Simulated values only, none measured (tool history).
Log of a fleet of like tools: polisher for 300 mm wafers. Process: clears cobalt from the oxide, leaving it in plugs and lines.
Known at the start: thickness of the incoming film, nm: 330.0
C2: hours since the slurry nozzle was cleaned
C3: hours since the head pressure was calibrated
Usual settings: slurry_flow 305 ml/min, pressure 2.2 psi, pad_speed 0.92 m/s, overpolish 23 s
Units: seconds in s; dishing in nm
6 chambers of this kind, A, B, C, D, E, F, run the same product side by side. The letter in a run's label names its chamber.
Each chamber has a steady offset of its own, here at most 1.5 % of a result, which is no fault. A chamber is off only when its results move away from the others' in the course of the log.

run 1E day=0.242 | slurry_flow=305 pressure=2.2 pad_speed=0.92 overpolish=23 | wafers_polished_on_this_pad=559 C2=272.2 C3=14.2 | seconds=66.813 dishing=54.397
run 2C day=0.625 | slurry_flow=305 pressure=2.2 pad_speed=0.92 overpolish=23 | wafers_polished_on_this_pad=230 C2=199.0 C3=556.5 | seconds=66.991 dishing=52.878
run 3F day=0.850 | slurry_flow=305 pressure=2.2 pad_speed=0.92 overpolish=23 | wafers_polished_on_this_pad=1198 C2=338.1 C3=155.3 | seconds=67.844 dishing=53.094
-- day=0.908 chamber D: worn pad replaced by a new one
run 4B day=1.042 | slurry_flow=305 pressure=2.2 pad_speed=0.92 overpolish=23 | wafers_polished_on_this_pad=773 C2=274.3 C3=100.5 | seconds=67.553 dishing=53.363
run 5D day=1.438 | slurry_flow=305 pressure=2.2 pad_speed=0.92 overpolish=23 | wafers_polished_on_this_pad=134 C2=130.6 C3=149.9 | seconds=66.895 dishing=52.239
run 6A day=1.633 | slurry_flow=305 pressure=2.2 pad_speed=0.92 overpolish=23 | wafers_polished_on_this_pad=834 C2=671.7 C3=114.4 | seconds=66.912 dishing=51.835
-- day=1.979 chamber F: worn pad replaced by a new one
run 7F day=2.033 | slurry_flow=305 pressure=2.2 pad_speed=0.92 overpolish=23 | wafers_polished_on_this_pad=14 C2=366.5 C3=183.7 | seconds=68.435 dishing=51.337
-- day=2.442 chamber A: worn pad replaced by a new one
run 8D day=2.450 | slurry_flow=305 pressure=2.2 pad_speed=0.92 overpolish=23 | wafers_polished_on_this_pad=391 C2=154.9 C3=174.2 | seconds=68.582 dishing=51.309
run 9C day=2.829 | slurry_flow=305 pressure=2.2 pad_speed=0.92 overpolish=23 | wafers_polished_on_this_pad=788 C2=251.9 C3=609.4 | seconds=66.329 dishing=52.554
-- day=2.962 chamber E: worn pad replaced by a new one
run 10A day=3.171 | slurry_flow=305 pressure=2.2 pad_speed=0.92 overpolish=23 | wafers_polished_on_this_pad=185 C2=708.6 C3=151.3 | seconds=66.966 dishing=51.135
-- day=3.250 chamber B: worn pad replaced by a new one
run 11E day=3.525 | slurry_flow=305 pressure=2.2 pad_speed=0.92 overpolish=23 | wafers_polished_on_this_pad=143 C2=351.0 C3=93.0 | seconds=66.099 dishing=52.897
-- day=3.638 chamber C: worn pad replaced by a new one
-- day=3.671 chamber C: head pressure recalibrated
run 12B day=3.808 | slurry_flow=305 pressure=2.2 pad_speed=0.92 overpolish=23 | wafers_polished_on_this_pad=141 C2=340.7 C3=166.9 | seconds=66.893 dishing=52.293
run 13C day=4.088 | slurry_flow=305 pressure=2.2 pad_speed=0.92 overpolish=23 | wafers_polished_on_this_pad=114 C2=282.1 C3=10.0 | seconds=71.433 dishing=51.755
run 14E day=4.288 | slurry_flow=305 pressure=2.2 pad_speed=0.92 overpolish=23 | wafers_polished_on_this_pad=336 C2=369.3 C3=111.3 | seconds=67.375 dishing=53.240
run 15D day=4.496 | slurry_flow=305 pressure=2.2 pad_speed=0.92 overpolish=23 | wafers_polished_on_this_pad=909 C2=204.0 C3=223.3 | seconds=68.255 dishing=52.109
run 16F day=4.808 | slurry_flow=305 pressure=2.2 pad_speed=0.92 overpolish=23 | wafers_polished_on_this_pad=717 C2=433.1 C3=250.3 | seconds=68.640 dishing=53.026
-- day=4.933 chamber B: slurry nozzle cleaned
run 17A day=5.221 | slurry_flow=305 pressure=2.2 pad_speed=0.92 overpolish=23 | wafers_polished_on_this_pad=704 C2=757.8 C3=200.5 | seconds=67.914 dishing=51.476
run 18B day=5.475 | slurry_flow=385 pressure=2.2 pad_speed=0.92 overpolish=11 | wafers_polished_on_this_pad=564 C2=13.0 C3=206.9 | seconds=65.024 dishing=36.740
-- day=5.554 chamber A: slurry nozzle cleaned
run 19E day=5.738 | slurry_flow=385 pressure=2.2 pad_speed=0.92 overpolish=11 | wafers_polished_on_this_pad=704 C2=404.1 C3=146.1 | seconds=65.034 dishing=36.952
-- day=5.850 chamber D: worn pad replaced by a new one
run 20B day=5.954 | slurry_flow=385 pressure=2.2 pad_speed=0.92 overpolish=11 | wafers_polished_on_this_pad=685 C2=24.5 C3=218.4 | seconds=65.957 dishing=37.100
-- day=5.992 chamber A: worn pad replaced by a new one
run 21C day=6.200 | slurry_flow=385 pressure=2.2 pad_speed=0.92 overpolish=11 | wafers_polished_on_this_pad=650 C2=332.8 C3=60.7 | seconds=70.926 dishing=35.200
run 22F day=6.538 | slurry_flow=385 pressure=2.2 pad_speed=0.92 overpolish=11 | wafers_polished_on_this_pad=1156 C2=474.6 C3=291.8 | seconds=66.951 dishing=36.480
run 23A day=6.800 | slurry_flow=385 pressure=2.2 pad_speed=0.92 overpolish=11 | wafers_polished_on_this_pad=205 C2=29.9 C3=238.4 | seconds=67.506 dishing=36.407
-- day=6.917 chamber C: worn pad replaced by a new one
run 24D day=7.171 | slurry_flow=305 pressure=2.2 pad_speed=0.92 overpolish=23 | wafers_polished_on_this_pad=335 C2=268.2 C3=287.5 | seconds=68.305 dishing=50.656
-- day=7.321 chamber F: worn pad replaced by a new one
-- day=7.321 chamber B: worn pad replaced by a new one
run 25F day=7.496 | slurry_flow=305 pressure=2.2 pad_speed=0.92 overpolish=23 | wafers_polished_on_this_pad=45 C2=497.6 C3=314.8 | seconds=67.717 dishing=54.176
run 26C day=7.725 | slurry_flow=305 pressure=2.2 pad_speed=0.92 overpolish=23 | wafers_polished_on_this_pad=205 C2=369.4 C3=97.3 | seconds=72.847 dishing=51.970
-- day=7.938 chamber E: worn pad replaced by a new one
run 27B day=8.075 | slurry_flow=305 pressure=2.2 pad_speed=0.92 overpolish=23 | wafers_polished_on_this_pad=192 C2=75.4 C3=269.3 | seconds=67.314 dishing=52.061
run 28A day=8.483 | slurry_flow=305 pressure=2.2 pad_speed=0.92 overpolish=23 | wafers_polished_on_this_pad=632 C2=70.3 C3=278.8 | seconds=66.162 dishing=52.999
run 29E day=8.742 | slurry_flow=305 pressure=2.2 pad_speed=0.92 overpolish=23 | wafers_polished_on_this_pad=203 C2=476.2 C3=218.2 | seconds=67.160 dishing=52.301
run 30D day=8.962 | slurry_flow=305 pressure=2.2 pad_speed=0.92 overpolish=23 | wafers_polished_on_this_pad=789 C2=311.2 C3=330.5 | seconds=69.336 dishing=51.914
run 31E day=9.367 | slurry_flow=305 pressure=2.2 pad_speed=0.92 overpolish=23 | wafers_polished_on_this_pad=362 C2=491.2 C3=233.2 | seconds=66.889 dishing=52.805
-- day=9.392 chamber A: worn pad replaced by a new one
run 32D day=9.688 | slurry_flow=305 pressure=2.2 pad_speed=0.92 overpolish=23 | wafers_polished_on_this_pad=973 C2=328.6 C3=347.9 | seconds=68.900 dishing=51.084
run 33B day=9.971 | slurry_flow=305 pressure=2.2 pad_speed=0.92 overpolish=23 | wafers_polished_on_this_pad=672 C2=120.9 C3=314.8 | seconds=66.977 dishing=52.342
run 34A day=10.200 | slurry_flow=305 pressure=2.2 pad_speed=0.92 overpolish=23 | wafers_polished_on_this_pad=205 C2=111.5 C3=320.0 | seconds=67.923 dishing=52.771
-- day=10.362 chamber F: head pressure recalibrated
run 35C day=10.458 | slurry_flow=305 pressure=2.2 pad_speed=0.92 overpolish=23 | wafers_polished_on_this_pad=898 C2=435.0 C3=162.9 | seconds=73.146 dishing=51.727
run 36F day=10.708 | slurry_flow=305 pressure=2.2 pad_speed=0.92 overpolish=23 | wafers_polished_on_this_pad=859 C2=574.7 C3=8.3 | seconds=68.336 dishing=51.962
run 37D day=11.079 | slurry_flow=305 pressure=2.2 pad_speed=0.92 overpolish=23 | wafers_polished_on_this_pad=1326 C2=362.0 C3=381.3 | seconds=68.306 dishing=51.558

Is one chamber off against the others, does the gauge drift, or is nothing wrong? If a chamber is off, say which, and what the likeliest cause is.

A service left chamber C off against the others.
Cause: head's pressure below its setpoint, % = 6.94.

Here are 4 candidates for chamber C's next run, each the usual settings with a change, their results left as question marks. Which one brings its results back in line with what the others give on the usual settings?
In line means no further than this from the other chambers' mean on the usual settings: seconds 2.200 s; dishing 2.700 nm
run 38C-1 day=11.383 | slurry_flow=305 pressure=2.2 pad_speed=0.94 overpolish=23 | seconds=? dishing=?
run 38C-2 day=11.383 | slurry_flow=305 pressure=2.2 pad_speed=0.90 overpolish=23 | seconds=? dishing=?
run 38C-3 day=11.383 | slurry_flow=305 pressure=2.3 pad_speed=0.94 overpolish=22 | seconds=? dishing=?
run 38C-4 day=11.383 | slurry_flow=305 pressure=2.1 pad_speed=0.90 overpolish=24 | seconds=? dishing=?

The other chambers' mean on the usual settings: seconds 67.509 s; dishing 52.436 nm
run=38C-1 seconds=70.860 dishing=51.961
run=38C-2 seconds=74.038 dishing=51.074
run=38C-3 seconds=67.778 dishing=51.939
run=38C-4 seconds=77.564 dishing=51.014
38C-3 brings the chamber back in line.
